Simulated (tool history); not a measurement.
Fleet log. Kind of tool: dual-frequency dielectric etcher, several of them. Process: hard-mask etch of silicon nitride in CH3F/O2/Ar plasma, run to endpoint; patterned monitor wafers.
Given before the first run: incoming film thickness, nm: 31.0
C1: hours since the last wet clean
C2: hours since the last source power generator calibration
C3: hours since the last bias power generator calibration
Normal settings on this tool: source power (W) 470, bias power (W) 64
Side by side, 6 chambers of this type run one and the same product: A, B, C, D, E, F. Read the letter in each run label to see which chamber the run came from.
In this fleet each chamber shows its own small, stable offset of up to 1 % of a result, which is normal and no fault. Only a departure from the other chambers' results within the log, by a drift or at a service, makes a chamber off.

{"run": "1D", "day": 0.292, "source power (W)": 470, "bias power (W)": 64, "C1": 53.5, "C2": 1345.8, "C3": 711.4, "endpoint time (s)": 43.733}
{"run": "2C", "day": 0.833, "source power (W)": 470, "bias power (W)": 64, "C1": 27.5, "C2": 285.6, "C3": 891.3, "endpoint time (s)": 43.974}
{"run": "3F", "day": 1.271, "source power (W)": 470, "bias power (W)": 64, "C1": 224.5, "C2": 418.3, "C3": 2336.7, "endpoint time (s)": 43.415}
{"run": "4A", "day": 1.629, "source power (W)": 470, "bias power (W)": 64, "C1": 179, "C2": 3100.2, "C3": 1173.2, "endpoint time (s)": 43.773}
{"run": "5E", "day": 1.908, "source power (W)": 530, "bias power (W)": 54, "C1": 265.1, "C2": 323.1, "C3": 2150.1, "endpoint time (s)": 44.659}
{"run": "6B", "day": 2.329, "source power (W)": 530, "bias power (W)": 54, "C1": 549.1, "C2": 716.4, "C3": 994.4, "endpoint time (s)": 43.845}
{"day": 2.358, "done": "chamber B: wet clean of the chamber"}
{"run": "7C", "day": 2.583, "source power (W)": 530, "bias power (W)": 54, "C1": 69.5, "C2": 327.6, "C3": 933.3, "endpoint time (s)": 44.556}
{"run": "8E", "day": 2.821, "source power (W)": 530, "bias power (W)": 54, "C1": 287, "C2": 345, "C3": 2172, "endpoint time (s)": 44.681}
{"run": "9B", "day": 3.079, "source power (W)": 530, "bias power (W)": 54, "C1": 17.4, "C2": 734.4, "C3": 1012.4, "endpoint time (s)": 44.279}
{"day": 3.108, "done": "chamber E: bias power generator calibrated"}
{"run": "10A", "day": 3.325, "source power (W)": 530, "bias power (W)": 54, "C1": 219.7, "C2": 3140.9, "C3": 1213.9, "endpoint time (s)": 44.765}
{"run": "11D", "day": 3.642, "source power (W)": 470, "bias power (W)": 64, "C1": 133.9, "C2": 1426.2, "C3": 791.8, "endpoint time (s)": 43.892}
{"run": "12F", "day": 3.983, "source power (W)": 580, "bias power (W)": 64, "C1": 289.6, "C2": 483.4, "C3": 2401.8, "endpoint time (s)": 40.282}
{"run": "13C", "day": 4.446, "source power (W)": 580, "bias power (W)": 64, "C1": 114.2, "C2": 372.3, "C3": 978, "endpoint time (s)": 40.547}
{"run": "14F", "day": 4.792, "source power (W)": 580, "bias power (W)": 64, "C1": 309, "C2": 502.8, "C3": 2421.2, "endpoint time (s)": 40.212}
{"run": "15E", "day": 5.142, "source power (W)": 580, "bias power (W)": 64, "C1": 342.7, "C2": 400.7, "C3": 48.9, "endpoint time (s)": 40.941}
{"run": "16A", "day": 5.546, "source power (W)": 580, "bias power (W)": 64, "C1": 273, "C2": 3194.2, "C3": 1267.2, "endpoint time (s)": 40.545}
{"run": "17D", "day": 5.942, "source power (W)": 580, "bias power (W)": 64, "C1": 189.1, "C2": 1481.4, "C3": 847, "endpoint time (s)": 40.173}
{"run": "18B", "day": 6.379, "source power (W)": 470, "bias power (W)": 64, "C1": 96.6, "C2": 813.6, "C3": 1091.6, "endpoint time (s)": 44.096}
{"run": "19B", "day": 6.738, "source power (W)": 430, "bias power (W)": 64, "C1": 105.2, "C2": 822.2, "C3": 1100.2, "endpoint time (s)": 45.594}
{"run": "20D", "day": 7.017, "source power (W)": 430, "bias power (W)": 64, "C1": 214.9, "C2": 1507.2, "C3": 872.8, "endpoint time (s)": 45.137}
{"run": "21C", "day": 7.325, "source power (W)": 430, "bias power (W)": 64, "C1": 183.3, "C2": 441.4, "C3": 1047.1, "endpoint time (s)": 45.597}
{"run": "22E", "day": 7.808, "source power (W)": 430, "bias power (W)": 64, "C1": 406.7, "C2": 464.7, "C3": 112.9, "endpoint time (s)": 45.829}
{"run": "23A", "day": 8.204, "source power (W)": 430, "bias power (W)": 64, "C1": 336.8, "C2": 3258, "C3": 1331, "endpoint time (s)": 45.325}
{"run": "24F", "day": 8.746, "source power (W)": 430, "bias power (W)": 64, "C1": 403.9, "C2": 597.7, "C3": 2516.1, "endpoint time (s)": 45.703}
{"run": "25A", "day": 9.146, "source power (W)": 470, "bias power (W)": 64, "C1": 359.4, "C2": 3280.6, "C3": 1353.6, "endpoint time (s)": 43.864}
{"run": "26E", "day": 9.592, "source power (W)": 470, "bias power (W)": 64, "C1": 449.5, "C2": 507.5, "C3": 155.7, "endpoint time (s)": 44.102}
{"day": 9.617, "done": "chamber E: wet clean of the chamber"}
{"run": "27F", "day": 9.962, "source power (W)": 470, "bias power (W)": 64, "C1": 433.1, "C2": 626.9, "C3": 2545.3, "endpoint time (s)": 44.719}
{"run": "28D", "day": 10.417, "source power (W)": 470, "bias power (W)": 64, "C1": 296.5, "C2": 1588.8, "C3": 954.4, "endpoint time (s)": 43.81}
{"day": 10.667, "done": "chamber A: wet clean of the chamber"}
{"run": "29C", "day": 10.9, "source power (W)": 470, "bias power (W)": 64, "C1": 269.1, "C2": 527.2, "C3": 1132.9, "endpoint time (s)": 44.178}
{"run": "30B", "day": 11.238, "source power (W)": 470, "bias power (W)": 64, "C1": 213.2, "C2": 930.2, "C3": 1208.2, "endpoint time (s)": 43.741}
{"run": "31F", "day": 11.658, "source power (W)": 470, "bias power (W)": 64, "C1": 473.8, "C2": 667.6, "C3": 2586, "endpoint time (s)": 44.814}
{"run": "32E", "day": 12.204, "source power (W)": 560, "bias power (W)": 71, "C1": 62.2, "C2": 570.2, "C3": 218.4, "endpoint time (s)": 39.661}
{"run": "33A", "day": 12.696, "source power (W)": 560, "bias power (W)": 71, "C1": 48.7, "C2": 3365.8, "C3": 1438.8, "endpoint time (s)": 39.992}
{"run": "34D", "day": 13.104, "source power (W)": 560, "bias power (W)": 71, "C1": 361, "C2": 1653.3, "C3": 1018.9, "endpoint time (s)": 39.105}
{"run": "35C", "day": 13.367, "source power (W)": 560, "bias power (W)": 71, "C1": 328.3, "C2": 586.4, "C3": 1192.1, "endpoint time (s)": 39.894}
{"run": "36B", "day": 13.875, "source power (W)": 560, "bias power (W)": 71, "C1": 276.5, "C2": 993.5, "C3": 1271.5, "endpoint time (s)": 39.858}
{"run": "37F", "day": 14.367, "source power (W)": 560, "bias power (W)": 71, "C1": 538.8, "C2": 732.6, "C3": 2651, "endpoint time (s)": 41.385}
{"run": "38E", "day": 14.917, "source power (W)": 470, "bias power (W)": 64, "C1": 127.3, "C2": 635.3, "C3": 283.5, "endpoint time (s)": 44.422}
{"run": "39D", "day": 15.304, "source power (W)": 470, "bias power (W)": 64, "C1": 413.8, "C2": 1706.1, "C3": 1071.7, "endpoint time (s)": 43.819}

The same settings go to every chamber for the next run, one line per chamber below. Forecast the results for each:
{"run": "40A", "day": 15.7, "source power (W)": 590, "bias power (W)": 64, "endpoint time (s)": "?"}
{"run": "40B", "day": 15.7, "source power (W)": 590, "bias power (W)": 64, "endpoint time (s)": "?"}
{"run": "40C", "day": 15.7, "source power (W)": 590, "bias power (W)": 64, "endpoint time (s)": "?"}
{"run": "40D", "day": 15.7, "source power (W)": 590, "bias power (W)": 64, "endpoint time (s)": "?"}
{"run": "40E", "day": 15.7, "source power (W)": 590, "bias power (W)": 64, "endpoint time (s)": "?"}
{"run": "40F", "day": 15.7, "source power (W)": 590, "bias power (W)": 64, "endpoint time (s)": "?"}

run=40A endpoint_time_(s)=40.437
run=40B endpoint_time_(s)=40.133
run=40C endpoint_time_(s)=40.231
run=40D endpoint_time_(s)=39.716
run=40E endpoint_time_(s)=40.447
run=40F endpoint_time_(s)=42.159
